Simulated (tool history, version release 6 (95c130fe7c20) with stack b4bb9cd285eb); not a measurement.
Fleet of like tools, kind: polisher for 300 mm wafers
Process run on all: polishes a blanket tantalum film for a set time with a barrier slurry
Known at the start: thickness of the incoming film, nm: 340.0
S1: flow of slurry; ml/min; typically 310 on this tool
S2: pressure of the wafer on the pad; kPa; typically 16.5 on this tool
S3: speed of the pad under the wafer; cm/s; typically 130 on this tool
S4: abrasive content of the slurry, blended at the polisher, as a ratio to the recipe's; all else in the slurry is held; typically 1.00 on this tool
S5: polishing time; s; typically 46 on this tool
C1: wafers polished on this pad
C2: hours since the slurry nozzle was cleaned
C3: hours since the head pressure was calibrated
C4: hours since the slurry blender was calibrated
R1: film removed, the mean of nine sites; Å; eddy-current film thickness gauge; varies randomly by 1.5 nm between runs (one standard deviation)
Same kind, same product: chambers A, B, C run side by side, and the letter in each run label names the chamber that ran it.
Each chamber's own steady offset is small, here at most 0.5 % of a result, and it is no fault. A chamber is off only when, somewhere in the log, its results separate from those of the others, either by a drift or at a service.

run   hour   S1    S2   S3    S4  S5    C1     C2     C3     C4       R1
 1B    8.8  310  16.5  130  1.00  46  1187  444.6  300.3  312.0  1405.40
      12.9  -- chamber B: worn pad replaced by a new one
      14.4  -- chamber C: worn pad replaced by a new one
 2A   16.2  310  16.5  130  1.00  46   578   51.5  255.1   45.5  1410.00
 3C   29.1  310  16.5  130  1.00  46   201  315.3   81.5  102.5  1396.90
 4B   44.5  310  16.5  130  1.00  46   430  480.3  336.0  347.7  1436.30
 5C   55.4  310  16.5  130  1.00  46   559  341.6  107.8  128.8  1413.10
 6A   62.3  310  16.5  130  1.00  46  1205   97.6  301.2   91.6  1417.30
 7C   71.4  310  16.5  130  1.00  46   777  357.6  123.8  144.8  1414.20
 8B   86.4  310  16.5  130  1.00  46  1000  522.2  377.9  389.6  1429.10
      88.1  -- chamber A: worn pad replaced by a new one
 9A  101.3  310  18.6  130  1.00  46   179  136.6  340.2  130.6  1581.40
10A  111.8  310  18.6  130  1.00  46   322  147.1  350.7  141.1  1579.40
     114.9  -- chamber C: worn pad replaced by a new one
     116.6  -- chamber A: slurry blender recalibrated
11B  125.9  310  18.6  130  1.00  46  1538  561.7  417.4  429.1  1595.60
     130.3  -- chamber B: slurry blender recalibrated
     133.3  -- chamber B: worn pad replaced by a new one
12C  136.8  310  16.5  130  1.00  46   298  423.0  189.2  210.2  1401.10
13C  151.8  310  16.5  130  1.00  40   503  438.0  204.2  225.2  1203.80
14B  167.6  310  16.5  130  1.00  40   467  603.4  459.1   37.4  1211.50
15A  177.0  310  16.5  130  1.00  40  1210  212.3  415.9   60.4  1233.40
16C  190.6  310  16.5  130  1.00  46  1031  476.8  243.0  264.0  1404.20
     191.5  -- chamber A: head pressure recalibrated
17A  198.2  310  16.5  130  1.00  46  1498  233.5    6.8   81.6  1431.70
     202.9  -- chamber A: worn pad replaced by a new one
18B  212.7  235  20.0  130  1.00  46  1081  648.5  504.2   82.5  1677.60
19B  221.6  235  20.0  130  1.00  46  1202  657.4  513.1   91.4  1658.40
     228.4  -- chamber C: worn pad replaced by a new one
20A  236.9  235  20.0  130  1.00  46   462  272.2   45.5  120.3  1635.80
21C  244.3  310  16.5  156  1.00  46   217  530.5  296.7  317.7  1717.80
     245.6  -- chamber B: worn pad replaced by a new one
     248.5  -- chamber B: slurry nozzle cleaned
22A  257.2  310  16.5  156  1.00  46   739  292.5   65.8  140.6  1710.60
     263.1  -- chamber A: slurry blender recalibrated
23C  266.4  310  16.5  156  1.00  46   518  552.6  318.8  339.8  1699.70
24B  274.6  310  16.5  130  1.00  46   395   26.1  566.1  144.4  1417.50
25C  282.3  310  16.5  102  1.00  41   734  568.5  334.7  355.7   965.34
26A  297.1  310  16.5  102  1.00  41  1282  332.4  105.7   34.0  1002.80
     299.3  -- chamber A: worn pad replaced by a new one
27B  306.2  310  16.5  102  1.00  41   825   57.7  597.7  176.0   995.52
28C  320.9  310  16.5  130  1.00  46  1259  607.1  373.3  394.3  1415.20
     322.6  -- chamber C: slurry blender recalibrated
29A  333.5  310  16.5  130  1.00  46   466  368.8  142.1   70.4  1422.30
     337.0  -- chamber C: worn pad replaced by a new one
30B  341.6  310  16.5  130  1.00  46  1307   93.1  633.1  211.4  1427.70
31C  356.8  310  16.5  130  0.75  46   270  643.0  409.2   34.3  1274.10
     365.0  -- chamber B: worn pad replaced by a new one
32B  369.4  310  16.5  130  0.75  46    60  120.9  660.9  239.2  1319.50
33A  379.7  310  16.5  130  0.75  46  1095  415.0  188.3  116.6  1287.30
34C  389.4  310  16.5  130  1.00  46   713  675.6  441.8   66.9  1412.50
     394.8  -- chamber A: worn pad replaced by a new one
     395.2  -- chamber A: slurry blender recalibrated
35B  403.9  310  16.5  130  1.00  46   530  155.4  695.4  273.7  1425.80
36A  411.7  310  16.5  130  1.00  46   231  447.0  220.3   16.5  1437.40
37C  420.6  310  16.5  130  1.00  46  1138  706.8  473.0   98.1  1383.30

All chambers now run identical settings, listed one chamber a line with results as question marks. What results will each chamber show?
38A  432.0  310  16.5  130  1.00  46                   ?
38B  432.0  310  16.5  130  1.00  46                   ?
38C  432.0  310  16.5  130  1.00  46                   ?

run       R1
38A  1399.60
38B  1416.00
38C  1401.80

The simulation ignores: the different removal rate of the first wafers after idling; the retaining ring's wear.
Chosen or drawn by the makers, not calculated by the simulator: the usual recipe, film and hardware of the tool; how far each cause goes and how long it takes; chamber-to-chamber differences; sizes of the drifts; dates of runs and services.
